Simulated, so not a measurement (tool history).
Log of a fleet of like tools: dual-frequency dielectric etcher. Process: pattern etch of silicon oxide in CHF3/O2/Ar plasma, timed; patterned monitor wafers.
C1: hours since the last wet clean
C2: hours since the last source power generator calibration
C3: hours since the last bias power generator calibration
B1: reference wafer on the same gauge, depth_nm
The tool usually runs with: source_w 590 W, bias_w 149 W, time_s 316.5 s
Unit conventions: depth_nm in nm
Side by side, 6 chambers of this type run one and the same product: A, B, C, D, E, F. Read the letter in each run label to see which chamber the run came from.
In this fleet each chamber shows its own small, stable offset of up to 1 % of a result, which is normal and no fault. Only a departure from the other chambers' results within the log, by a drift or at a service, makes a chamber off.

{"run": "1B", "hour": 5.0, "source_w": 590, "bias_w": 149, "time_s": 316.5, "C1": 134.6, "C2": 543.7, "C3": 2145.8, "B1": 510.91, "depth_nm": 585.07}
{"run": "2F", "hour": 9.7, "source_w": 590, "bias_w": 149, "time_s": 316.5, "C1": 106.6, "C2": 2660.9, "C3": 2906.8, "B1": 511.35, "depth_nm": 585.34}
{"hour": 10.0, "done": "chamber C: wet clean of the chamber"}
{"run": "3D", "hour": 14.4, "source_w": 590, "bias_w": 149, "time_s": 316.5, "C1": 475.8, "C2": 2367.4, "C3": 1461.2, "B1": 511.76, "depth_nm": 580.31}
{"run": "4A", "hour": 19.7, "source_w": 590, "bias_w": 149, "time_s": 316.5, "C1": 566.7, "C2": 3663.2, "C3": 519.7, "B1": 511.07, "depth_nm": 584.94}
{"run": "5C", "hour": 24.4, "source_w": 590, "bias_w": 149, "time_s": 316.5, "C1": 14.5, "C2": 4122.6, "C3": 2794.9, "B1": 511.48, "depth_nm": 582.35}
{"run": "6E", "hour": 27.4, "source_w": 590, "bias_w": 149, "time_s": 316.5, "C1": 274.9, "C2": 1838.4, "C3": 2511.5, "B1": 511.17, "depth_nm": 588.24}
{"run": "7A", "hour": 31.5, "source_w": 590, "bias_w": 149, "time_s": 316.5, "C1": 578.5, "C2": 3675, "C3": 531.5, "B1": 510.75, "depth_nm": 583.67}
{"run": "8D", "hour": 35.5, "source_w": 590, "bias_w": 149, "time_s": 316.5, "C1": 496.9, "C2": 2388.5, "C3": 1482.3, "B1": 510.67, "depth_nm": 575.96}
{"hour": 38.2, "done": "chamber A: wet clean of the chamber"}
{"run": "9F", "hour": 38.3, "source_w": 590, "bias_w": 149, "time_s": 316.5, "C1": 135.2, "C2": 2689.5, "C3": 2935.4, "B1": 510.64, "depth_nm": 584.76}
{"run": "10E", "hour": 43.2, "source_w": 590, "bias_w": 149, "time_s": 316.5, "C1": 290.7, "C2": 1854.2, "C3": 2527.3, "B1": 510.71, "depth_nm": 592.58}
{"run": "11B", "hour": 46.8, "source_w": 590, "bias_w": 149, "time_s": 316.5, "C1": 176.4, "C2": 585.5, "C3": 2187.6, "B1": 511.2, "depth_nm": 584.83}
{"run": "12C", "hour": 49.8, "source_w": 590, "bias_w": 149, "time_s": 316.5, "C1": 39.9, "C2": 4148, "C3": 2820.3, "B1": 510.63, "depth_nm": 582.19}
{"hour": 52.3, "done": "chamber D: wet clean of the chamber"}
{"run": "13D", "hour": 54.2, "source_w": 590, "bias_w": 149, "time_s": 316.5, "C1": 2, "C2": 2407.2, "C3": 1501, "B1": 511.47, "depth_nm": 599.42}
{"run": "14A", "hour": 58.1, "source_w": 590, "bias_w": 149, "time_s": 316.5, "C1": 20, "C2": 3701.6, "C3": 558.1, "B1": 510.36, "depth_nm": 582}
{"run": "15E", "hour": 62.6, "source_w": 590, "bias_w": 149, "time_s": 316.5, "C1": 310.1, "C2": 1873.6, "C3": 2546.7, "B1": 511.04, "depth_nm": 586.09}
{"run": "16B", "hour": 65.9, "source_w": 590, "bias_w": 149, "time_s": 316.5, "C1": 195.5, "C2": 604.6, "C3": 2206.7, "B1": 510.51, "depth_nm": 585.94}
{"run": "17C", "hour": 71.4, "source_w": 590, "bias_w": 149, "time_s": 316.5, "C1": 61.5, "C2": 4169.6, "C3": 2841.9, "B1": 511.14, "depth_nm": 583.21}
{"run": "18F", "hour": 76.1, "source_w": 590, "bias_w": 149, "time_s": 316.5, "C1": 173, "C2": 2727.3, "C3": 2973.2, "B1": 511.13, "depth_nm": 586.76}
{"run": "19C", "hour": 78.5, "source_w": 590, "bias_w": 149, "time_s": 316.5, "C1": 68.6, "C2": 4176.7, "C3": 2849, "B1": 510.51, "depth_nm": 584.89}
{"run": "20A", "hour": 81.6, "source_w": 590, "bias_w": 149, "time_s": 316.5, "C1": 43.5, "C2": 3725.1, "C3": 581.6, "B1": 510.96, "depth_nm": 584.31}
{"run": "21D", "hour": 85.8, "source_w": 590, "bias_w": 149, "time_s": 316.5, "C1": 33.6, "C2": 2438.8, "C3": 1532.6, "B1": 510.9, "depth_nm": 601.89}
{"run": "22B", "hour": 88.7, "source_w": 590, "bias_w": 149, "time_s": 316.5, "C1": 218.3, "C2": 627.4, "C3": 2229.5, "B1": 510.85, "depth_nm": 583.53}
{"run": "23E", "hour": 91.5, "source_w": 590, "bias_w": 149, "time_s": 316.5, "C1": 339, "C2": 1902.5, "C3": 2575.6, "B1": 510.74, "depth_nm": 591.37}
{"hour": 92.5, "done": "chamber A: source power generator calibrated"}
{"run": "24F", "hour": 95.0, "source_w": 590, "bias_w": 149, "time_s": 316.5, "C1": 191.9, "C2": 2746.2, "C3": 2992.1, "B1": 511.09, "depth_nm": 590.7}
{"run": "25D", "hour": 97.8, "source_w": 590, "bias_w": 149, "time_s": 316.5, "C1": 45.6, "C2": 2450.8, "C3": 1544.6, "B1": 510.95, "depth_nm": 596.93}
{"run": "26A", "hour": 100.5, "source_w": 590, "bias_w": 149, "time_s": 316.5, "C1": 62.4, "C2": 8, "C3": 600.5, "B1": 511.28, "depth_nm": 580.62}
{"run": "27E", "hour": 105.1, "source_w": 590, "bias_w": 149, "time_s": 316.5, "C1": 352.6, "C2": 1916.1, "C3": 2589.2, "B1": 511.04, "depth_nm": 592.15}
{"run": "28F", "hour": 109.2, "source_w": 590, "bias_w": 149, "time_s": 316.5, "C1": 206.1, "C2": 2760.4, "C3": 3006.3, "B1": 510.96, "depth_nm": 584.5}
{"run": "29B", "hour": 114.4, "source_w": 590, "bias_w": 149, "time_s": 316.5, "C1": 244, "C2": 653.1, "C3": 2255.2, "B1": 511.36, "depth_nm": 581.72}
{"run": "30C", "hour": 119.8, "source_w": 590, "bias_w": 149, "time_s": 316.5, "C1": 109.9, "C2": 4218, "C3": 2890.3, "B1": 510.88, "depth_nm": 582.13}
{"run": "31E", "hour": 122.2, "source_w": 590, "bias_w": 149, "time_s": 316.5, "C1": 369.7, "C2": 1933.2, "C3": 2606.3, "B1": 511.08, "depth_nm": 590.34}
{"run": "32A", "hour": 125.0, "source_w": 590, "bias_w": 149, "time_s": 316.5, "C1": 86.9, "C2": 32.5, "C3": 625, "B1": 510.9, "depth_nm": 577.53}
{"run": "33F", "hour": 128.9, "source_w": 590, "bias_w": 149, "time_s": 316.5, "C1": 225.8, "C2": 2780.1, "C3": 3026, "B1": 511.45, "depth_nm": 586.67}
{"run": "34D", "hour": 133.5, "source_w": 590, "bias_w": 149, "time_s": 316.5, "C1": 81.3, "C2": 2486.5, "C3": 1580.3, "B1": 511.58, "depth_nm": 602.55}
{"run": "35B", "hour": 138.3, "source_w": 590, "bias_w": 149, "time_s": 316.5, "C1": 267.9, "C2": 677, "C3": 2279.1, "B1": 511.28, "depth_nm": 591.46}
{"hour": 140.4, "done": "chamber C: source power generator calibrated"}
{"run": "36C", "hour": 142.4, "source_w": 590, "bias_w": 123, "time_s": 259, "C1": 132.5, "C2": 2, "C3": 2912.9, "B1": 511.02, "depth_nm": 450.5}
{"run": "37C", "hour": 146.9, "source_w": 590, "bias_w": 123, "time_s": 259, "C1": 137, "C2": 6.5, "C3": 2917.4, "B1": 511.11, "depth_nm": 445.45}

Is one chamber out of step, is the gauge drifting, or do the chambers differ by no more than their own small offsets? For an off chamber, give its letter and the likeliest cause.

A service on chamber D put it out of line with the rest.
Most likely cause: etch rate over this chamber's usual, % = 3.81.

Below are 4 candidate recipes for chamber D's next run, each the usual settings with a change, their results shown as question marks. Which of them brings D's results back in line with what the other chambers give on the usual settings?
In line here means within this much of the mean the other chambers give on the usual settings: depth_nm 9.4 nm
{"run": "38D-1", "hour": 150.8, "source_w": 560, "bias_w": 144, "time_s": 316.5, "depth_nm": "?"}
{"run": "38D-2", "hour": 150.8, "source_w": 680, "bias_w": 149, "time_s": 316.5, "depth_nm": "?"}
{"run": "38D-3", "hour": 150.8, "source_w": 580, "bias_w": 149, "time_s": 300, "depth_nm": "?"}
{"run": "38D-4", "hour": 150.8, "source_w": 590, "bias_w": 150, "time_s": 324, "depth_nm": "?"}

Mean of the other chambers on the usual settings: depth_nm 585.24 nm
run=38D-1 depth_nm=582.01
run=38D-2 depth_nm=634.34
run=38D-3 depth_nm=565.32
run=38D-4 depth_nm=615.91
With 38D-1, the chamber falls back in line with the rest.
